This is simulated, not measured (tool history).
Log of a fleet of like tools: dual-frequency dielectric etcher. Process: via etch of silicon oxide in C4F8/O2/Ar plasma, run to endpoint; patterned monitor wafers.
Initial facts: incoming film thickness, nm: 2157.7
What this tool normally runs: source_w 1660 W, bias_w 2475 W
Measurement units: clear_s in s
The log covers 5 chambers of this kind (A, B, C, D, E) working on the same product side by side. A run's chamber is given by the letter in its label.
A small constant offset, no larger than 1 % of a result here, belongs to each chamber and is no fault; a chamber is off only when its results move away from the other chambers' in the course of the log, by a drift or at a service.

{"run": "1B", "hour": 2.8, "source_w": 1660, "bias_w": 2475, "clear_s": 433.4}
{"run": "2C", "hour": 7.0, "source_w": 1660, "bias_w": 2475, "clear_s": 426.46}
{"run": "3A", "hour": 10.5, "source_w": 1660, "bias_w": 2475, "clear_s": 433.45}
{"run": "4E", "hour": 13.1, "source_w": 1660, "bias_w": 2475, "clear_s": 427.02}
{"run": "5D", "hour": 18.8, "source_w": 1370, "bias_w": 2475, "clear_s": 463.65}
{"run": "6D", "hour": 23.1, "source_w": 1370, "bias_w": 2475, "clear_s": 460.38}
{"run": "7B", "hour": 28.5, "source_w": 1370, "bias_w": 2475, "clear_s": 466.5}
{"run": "8A", "hour": 31.6, "source_w": 1370, "bias_w": 2475, "clear_s": 468.06}
{"run": "9E", "hour": 36.7, "source_w": 1370, "bias_w": 2475, "clear_s": 464.59}
{"run": "10C", "hour": 41.9, "source_w": 1660, "bias_w": 2475, "clear_s": 428.25}
{"run": "11D", "hour": 46.0, "source_w": 1660, "bias_w": 2475, "clear_s": 429.63}
{"run": "12B", "hour": 50.7, "source_w": 1270, "bias_w": 2966, "clear_s": 454.91}
{"run": "13A", "hour": 56.5, "source_w": 1270, "bias_w": 2966, "clear_s": 454.97}
{"run": "14E", "hour": 59.2, "source_w": 1270, "bias_w": 2966, "clear_s": 448.74}
{"run": "15C", "hour": 64.8, "source_w": 1270, "bias_w": 2966, "clear_s": 446.2}
{"run": "16C", "hour": 67.6, "source_w": 1270, "bias_w": 2966, "clear_s": 448.98}
{"run": "17E", "hour": 70.9, "source_w": 1660, "bias_w": 2972, "clear_s": 405.72}
{"run": "18A", "hour": 73.7, "source_w": 1660, "bias_w": 2972, "clear_s": 408.29}
{"run": "19B", "hour": 78.9, "source_w": 1660, "bias_w": 2972, "clear_s": 405.35}
{"run": "20D", "hour": 84.1, "source_w": 1660, "bias_w": 2972, "clear_s": 409.07}
{"run": "21B", "hour": 87.3, "source_w": 1660, "bias_w": 2972, "clear_s": 407.09}
{"run": "22A", "hour": 91.7, "source_w": 1660, "bias_w": 2475, "clear_s": 431.88}
{"run": "23E", "hour": 97.2, "source_w": 1660, "bias_w": 2475, "clear_s": 428.8}
{"run": "24D", "hour": 101.6, "source_w": 1660, "bias_w": 2475, "clear_s": 432.05}
{"run": "25C", "hour": 104.2, "source_w": 1530, "bias_w": 2729, "clear_s": 429}
{"run": "26E", "hour": 107.0, "source_w": 1530, "bias_w": 2729, "clear_s": 426.87}
{"run": "27C", "hour": 112.2, "source_w": 1530, "bias_w": 2729, "clear_s": 427.87}
{"run": "28A", "hour": 117.4, "source_w": 1530, "bias_w": 2729, "clear_s": 436.16}
{"run": "29B", "hour": 123.2, "source_w": 1530, "bias_w": 2729, "clear_s": 423.14}
{"run": "30D", "hour": 126.3, "source_w": 1660, "bias_w": 2475, "clear_s": 427.99}
{"run": "31A", "hour": 129.1, "source_w": 1500, "bias_w": 2936, "clear_s": 424.33}
{"run": "32D", "hour": 133.5, "source_w": 1500, "bias_w": 2936, "clear_s": 424.04}
{"run": "33E", "hour": 136.4, "source_w": 1500, "bias_w": 2936, "clear_s": 422.3}
{"run": "34B", "hour": 140.6, "source_w": 1500, "bias_w": 2936, "clear_s": 415.32}

The same settings go to every chamber for the next run, one line per chamber below. Forecast the results for each:
{"run": "35A", "hour": 144.8, "source_w": 1660, "bias_w": 2475, "clear_s": "?"}
{"run": "35B", "hour": 144.8, "source_w": 1660, "bias_w": 2475, "clear_s": "?"}
{"run": "35C", "hour": 144.8, "source_w": 1660, "bias_w": 2475, "clear_s": "?"}
{"run": "35D", "hour": 144.8, "source_w": 1660, "bias_w": 2475, "clear_s": "?"}
{"run": "35E", "hour": 144.8, "source_w": 1660, "bias_w": 2475, "clear_s": "?"}

run=35A clear_s=432.88
run=35B clear_s=416.7
run=35C clear_s=426.08
run=35D clear_s=430.64
run=35E clear_s=428.12
